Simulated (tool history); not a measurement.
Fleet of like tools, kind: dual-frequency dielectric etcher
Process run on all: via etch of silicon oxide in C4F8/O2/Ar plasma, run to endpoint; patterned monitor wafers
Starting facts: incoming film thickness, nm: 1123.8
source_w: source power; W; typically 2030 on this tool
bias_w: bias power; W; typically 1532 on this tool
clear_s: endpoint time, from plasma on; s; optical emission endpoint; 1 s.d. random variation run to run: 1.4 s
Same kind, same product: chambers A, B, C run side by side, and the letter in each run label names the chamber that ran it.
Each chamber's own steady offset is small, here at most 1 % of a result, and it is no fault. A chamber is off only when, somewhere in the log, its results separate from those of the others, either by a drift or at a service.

| run | hour | source_w | bias_w | hours since the last wet clean | hours since the last source power generator calibration | hours since the last bias power generator calibration | clear_s |
|---|---|---|---|---|---|---|---|
| 1A | 5.0 | 2030 | 1532 | 301.1 | 1840.3 | 2494.1 | 240.56 |
| 2B | 13.8 | 2030 | 1532 | 98.3 | 1025.2 | 738.0 | 236.96 |
| 3C | 20.7 | 2030 | 1532 | 136.1 | 2385.7 | 2520.5 | 235.57 |
| 4B | 26.6 | 2030 | 1532 | 111.1 | 1038.0 | 750.8 | 238.16 |
| 5C | 35.2 | 2030 | 1532 | 150.6 | 2400.2 | 2535.0 | 236.96 |
| 6A | 43.5 | 2030 | 1532 | 339.6 | 1878.8 | 2532.6 | 239.40 |
| 7B | 49.2 | 2030 | 1532 | 133.7 | 1060.6 | 773.4 | 238.04 |
| 8A | 56.0 | 2030 | 1647 | 352.1 | 1891.3 | 2545.1 | 235.75 |
| 9C | 63.7 | 2030 | 1647 | 179.1 | 2428.7 | 2563.5 | 232.19 |
| 10A | 69.0 | 2030 | 1647 | 365.1 | 1904.3 | 2558.1 | 234.17 |
| 11C | 76.6 | 2030 | 1532 | 192.0 | 2441.6 | 2576.4 | 235.87 |
| 12B | 82.1 | 2030 | 1532 | 166.6 | 1093.5 | 806.3 | 233.15 |
| 13A | 87.6 | 2030 | 1532 | 383.7 | 1922.9 | 2576.7 | 240.65 |
| 14C | 91.9 | 2030 | 1532 | 207.3 | 2456.9 | 2591.7 | 234.47 |
| 15B | 96.7 | 2030 | 1181 | 181.2 | 1108.1 | 820.9 | 250.76 |
| 16B | 100.7 | 2030 | 1181 | 185.2 | 1112.1 | 824.9 | 251.45 |
|  | 102.0 | chamber A: wet clean of the chamber |
| 17A | 108.0 | 2030 | 1181 | 6.0 | 1943.3 | 2597.1 | 256.76 |
| 18C | 115.0 | 1580 | 1782 | 230.4 | 2480.0 | 2614.8 | 251.07 |
| 19A | 122.8 | 1580 | 1782 | 20.8 | 1958.1 | 2611.9 | 255.76 |
| 20B | 130.6 | 1580 | 1782 | 215.1 | 1142.0 | 854.8 | 240.95 |
| 21C | 137.9 | 2030 | 1532 | 253.3 | 2502.9 | 2637.7 | 236.68 |
| 22A | 143.9 | 2030 | 1532 | 41.9 | 1979.2 | 2633.0 | 238.59 |
| 23C | 151.0 | 2030 | 1532 | 266.4 | 2516.0 | 2650.8 | 235.09 |
| 24B | 156.0 | 2030 | 1532 | 240.5 | 1167.4 | 880.2 | 227.47 |
| 25B | 162.3 | 2030 | 1532 | 246.8 | 1173.7 | 886.5 | 225.38 |
| 26C | 166.6 | 2030 | 1532 | 282.0 | 2531.6 | 2666.4 | 234.61 |

One chamber off, gauge drift, or nothing amiss beyond the chambers' own small offsets? If it is a chamber, which one, and what is the likeliest cause?

It is chamber B that slowly wanders off from its peers.
Most likely cause: etch rate over this chamber's usual, % = 4.42.

Here are 4 candidates for chamber B's next run, each the usual settings with a change, their results left as question marks. Which one brings its results back in line with what the others give on the usual settings?
Maximum distance from the other chambers' mean on the usual settings for a result to count as in line: clear_s 5.00 s
| 27B-1 | 173.3 | 2190 | 1611 |  |  |  | ? |
| 27B-2 | 173.3 | 2060 | 1547 |  |  |  | ? |
| 27B-3 | 173.3 | 2030 | 1267 |  |  |  | ? |
| 27B-4 | 173.3 | 2000 | 1517 |  |  |  | ? |

The other chambers' mean on the usual settings: clear_s 237.41 s
| run | clear_s |
|---|---|
| 27B-1 | 215.58 |
| 27B-2 | 223.52 |
| 27B-3 | 237.06 |
| 27B-4 | 227.46 |
The right change is 27B-3: it brings the chamber back within the allowed miss of the others.
